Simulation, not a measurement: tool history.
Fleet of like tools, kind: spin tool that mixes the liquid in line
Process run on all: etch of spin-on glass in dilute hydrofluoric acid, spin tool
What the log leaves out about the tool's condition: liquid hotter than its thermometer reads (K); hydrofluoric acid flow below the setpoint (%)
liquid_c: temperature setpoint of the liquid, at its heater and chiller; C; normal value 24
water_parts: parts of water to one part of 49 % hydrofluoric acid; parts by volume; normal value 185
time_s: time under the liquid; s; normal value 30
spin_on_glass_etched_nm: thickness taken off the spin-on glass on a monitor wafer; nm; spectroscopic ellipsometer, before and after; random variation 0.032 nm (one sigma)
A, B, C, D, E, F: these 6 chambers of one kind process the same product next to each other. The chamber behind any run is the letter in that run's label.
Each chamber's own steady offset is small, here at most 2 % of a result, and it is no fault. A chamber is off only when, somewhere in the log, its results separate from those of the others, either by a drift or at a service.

run,hour,liquid_c,water_parts,time_s,hours since the thermometer was replaced,hours since the hydrofluoric acid flow meter was replaced,"read-back film thickness of the spin-on glass reference wafer, read on the same gauge (nm)",spin_on_glass_etched_nm
1D,10,24,185,30,438.2,1094.1,49.984,6.6776
2F,19.9,24,185,30,1306.4,1151.5,49.972,6.7011
3B,31.6,24,185,30,272.5,143.1,50.026,6.7739
4E,42.5,24,185,30,440.1,536,50.025,6.6804
# hour 45.1: chamber F: hydrofluoric acid flow meter replaced
5C,52.9,24,185,30,419.7,608.7,50.001,6.8338
6A,58.7,24,185,30,417.7,510.7,49.968,6.749
7C,69.8,24,185,30,436.6,625.6,49.951,6.8517
8B,80.7,24,185,30,321.6,192.2,50.008,6.7673
9E,89.9,24,185,30,487.5,583.4,49.997,6.7616
10D,100.5,24,110,30,528.7,1184.6,50.005,12.385
11F,111.2,24,110,30,1397.7,66.1,49.998,12.53
12A,117.9,24,110,30,476.9,569.9,49.969,12.461
13A,126.3,24,110,30,485.3,578.3,49.995,12.419
14F,133.9,24,110,30,1420.4,88.8,50.021,12.398
15D,143.8,24,110,30,572,1227.9,50.006,12.385
16B,154.3,24,185,30,395.2,265.8,49.983,6.8676
17C,163.7,24,185,30,530.5,719.5,49.968,6.7933
18E,175.1,24,185,30,572.7,668.6,49.973,6.6881
19C,187.8,28.5,225,30,554.6,743.6,49.997,6.251
20B,197,28.5,225,30,437.9,308.5,50,6.3752
21E,203.2,28.5,225,30,600.8,696.7,50.003,6.1805
22D,209.8,28.5,225,30,638,1293.9,49.983,6.1786
23A,215.5,28.5,225,30,574.5,667.5,49.97,6.159
24F,225.5,28.5,225,30,1512,180.4,49.99,6.1422
25A,235.7,24,185,30,594.7,687.7,49.981,6.6986
26D,242.1,26,145,30,670.3,1326.2,50.032,9.7132
27C,252,26,145,30,618.8,807.8,50.015,9.764
28B,259.7,26,145,30,500.6,371.2,50.004,9.9872
29E,267.2,26,145,30,664.8,760.7,49.999,9.7637
# hour 272.7: chamber C: hydrofluoric acid flow meter replaced
30F,278.4,26,145,30,1564.9,233.3,49.987,9.7607
31E,283.9,26,145,30,681.5,777.4,50.032,9.8093
32D,294.8,24,185,30,723,1378.9,49.959,6.6536
33F,303.7,24,185,30,1590.2,258.6,50.023,6.7181
34A,314.8,24,185,30,673.8,766.8,49.988,6.6696
35C,321.5,24,185,30,688.3,48.8,49.985,6.816
36B,327.4,24,185,30,568.3,438.9,49.996,7.0247
37D,336.4,24,185,40,764.6,1420.5,50.024,8.8817
38E,344.5,24,185,40,742.1,838,50.032,8.9465
39B,351.5,24,185,40,592.4,463,50.016,9.3743
40C,358.1,24,185,40,724.9,85.4,49.975,9.0836
41A,370.9,24,185,40,729.9,822.9,49.978,8.8548
42F,382.9,24,185,40,1669.4,337.8,50.026,8.8936
43A,390.5,20.5,135,30,749.5,842.5,50.009,8.524

One chamber off, gauge drift, or nothing amiss beyond the chambers' own small offsets? If it is a chamber, which one, and what is the likeliest cause?

Little by little, chamber B moves away from the other chambers.
What lies behind it: liquid hotter than its thermometer reads (K) = 1.52.
Not necessarily distinguishable in this log from: hydrofluoric acid flow above the setpoint (%).

Below are 4 candidate recipes for chamber B's next run, each the usual settings with a change, their results shown as question marks. Which of them brings B's results back in line with what the other chambers give on the usual settings?
In line means no further than this from the other chambers' mean on the usual settings: spin_on_glass_etched_nm 0.11 nm
44B-1,399.7,24.5,170,30,,,,?
44B-2,399.7,25.5,185,30,,,,?
44B-3,399.7,24,195,30,,,,?
44B-4,399.7,23.5,200,30,,,,?

Usual-settings mean across the other chambers: spin_on_glass_etched_nm 6.7307 nm
run,spin_on_glass_etched_nm
44B-1,8.0619
44B-2,7.5441
44B-3,6.7015
44B-4,6.3816
44B-3 is the one that brings the chamber's results back in line with the other chambers.
